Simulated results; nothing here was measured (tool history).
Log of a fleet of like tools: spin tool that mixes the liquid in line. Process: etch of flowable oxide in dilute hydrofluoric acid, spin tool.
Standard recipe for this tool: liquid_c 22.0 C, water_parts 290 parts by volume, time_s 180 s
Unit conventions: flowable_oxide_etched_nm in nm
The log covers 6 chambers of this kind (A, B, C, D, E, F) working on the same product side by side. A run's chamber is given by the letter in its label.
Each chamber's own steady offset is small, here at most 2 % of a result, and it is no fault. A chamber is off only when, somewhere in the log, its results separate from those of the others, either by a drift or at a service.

run     day  liquid_c  water_parts  time_s  read-back film thickness of the flowable oxide reference wafer, read on the same gauge (nm)  flowable_oxide_etched_nm
 1C   0.283      22.0          290     180                                                                                       90.007                   13.4070
 2F   0.646      22.0          290     180                                                                                       90.023                   13.4910
 3E   0.958      22.0          290     180                                                                                       89.996                   13.2600
 4A   1.171      22.0          290     180                                                                                       90.004                   13.6630
 5B   1.433      22.0          290     180                                                                                       89.993                   13.4480
 6D   1.675      22.0          290     180                                                                                       89.997                   13.5280
 7C   1.938      22.0          290     180                                                                                       89.991                   13.3830
 8B   2.142      22.0          290     180                                                                                       90.006                   13.7080
 9E   2.367      22.0          290     180                                                                                       90.008                   13.3450
10F   2.733      22.0          290     180                                                                                       90.001                   13.6540
11D   3.100      22.0          290     180                                                                                       89.991                   13.8330
      3.346  -- chamber B: hydrofluoric acid flow meter replaced
12A   3.458      22.0          290      75                                                                                       90.012                    5.6694
13C   3.850      22.0          290      75                                                                                       90.007                    5.5594
14F   4.054      22.0          290      75                                                                                       90.000                    5.6709
15B   4.308      22.0          290      75                                                                                       90.017                    5.6424
16E   4.625      22.0          290      75                                                                                       90.014                    5.5734
17D   4.929      22.0          290      75                                                                                       89.993                    5.6653
18A   5.229      22.0          290     180                                                                                       90.003                   13.8000
19F   5.504      22.0          290     180                                                                                       90.007                   13.7590
20A   5.846      22.0          290     180                                                                                       90.003                   13.7490
21C   6.158      22.0          290     180                                                                                       89.994                   13.3770
22E   6.517      22.0          290      85                                                                                       89.999                    6.3129
23B   6.854      22.0          290      85                                                                                       90.001                    6.3657
24D   7.233      22.0          290      85                                                                                       90.010                    6.4408
25F   7.562      22.0          290      85                                                                                       90.002                    6.4765
26E   7.833      22.0          290      85                                                                                       89.999                    6.3260
27A   8.017      22.0          290      85                                                                                       89.985                    6.6281
28C   8.300      22.0          290     180                                                                                       89.999                   13.5050
29B   8.500      22.0          290     180                                                                                       89.996                   13.4990
30D   8.696      22.0          290     180                                                                                       90.002                   13.8470
31C   8.962      22.0          290     180                                                                                       89.996                   13.4970
32E   9.221      22.0          290     180                                                                                       89.982                   13.2110
33B   9.588      25.5          290     140                                                                                       89.981                   11.9900
      9.796  -- chamber B: thermometer replaced
34D   9.954      25.5          290     140                                                                                       89.992                   11.9500
35A  10.346      25.5          290     140                                                                                       90.001                   12.5300
36F  10.650      25.5          290     140                                                                                       89.992                   11.9990
37A  10.879      25.5          290     140                                                                                       90.003                   12.6860
38F  11.062      25.5          290     140                                                                                       89.991                   11.9900
39B  11.279      22.0          290     180                                                                                       90.020                   13.4700
40E  11.646      22.0          290     180                                                                                       89.993                   13.3740
41D  11.821      26.5          290     235                                                                                       89.988                   20.9530

Decide between three cases: one chamber stands off from its peers, the gauge reading all wafers drifts, or nothing is wrong past each chamber's small offset. Where a chamber is off, say which and what most likely put it there.

Little by little, chamber A moves away from the other chambers.
Most likely cause: liquid hotter than its thermometer reads (K) = 1.81.
Not necessarily distinguishable in this log from: hydrofluoric acid flow above the setpoint (%).

Which of the 4 candidates below, each the usual settings with something changed and its results left as question marks, puts chamber A back in line with what the other chambers give on the usual settings?
In-line tolerance around the mean of the other chambers on the usual settings: flowable_oxide_etched_nm 0.3800 nm
42A-1  12.108      22.0          260     180                                                                                                                      ?
42A-2  12.108      22.0          280     185                                                                                                                      ?
42A-3  12.108      22.0          305     180                                                                                                                      ?
42A-4  12.108      21.5          320     180                                                                                                                      ?

The other chambers' mean on the usual settings: flowable_oxide_etched_nm 13.5200 nm
  run  flowable_oxide_etched_nm
42A-1                   16.6790
42A-2                   15.5810
42A-3                   13.5600
42A-4                   12.5070
With 42A-3, the chamber falls back in line with the rest.
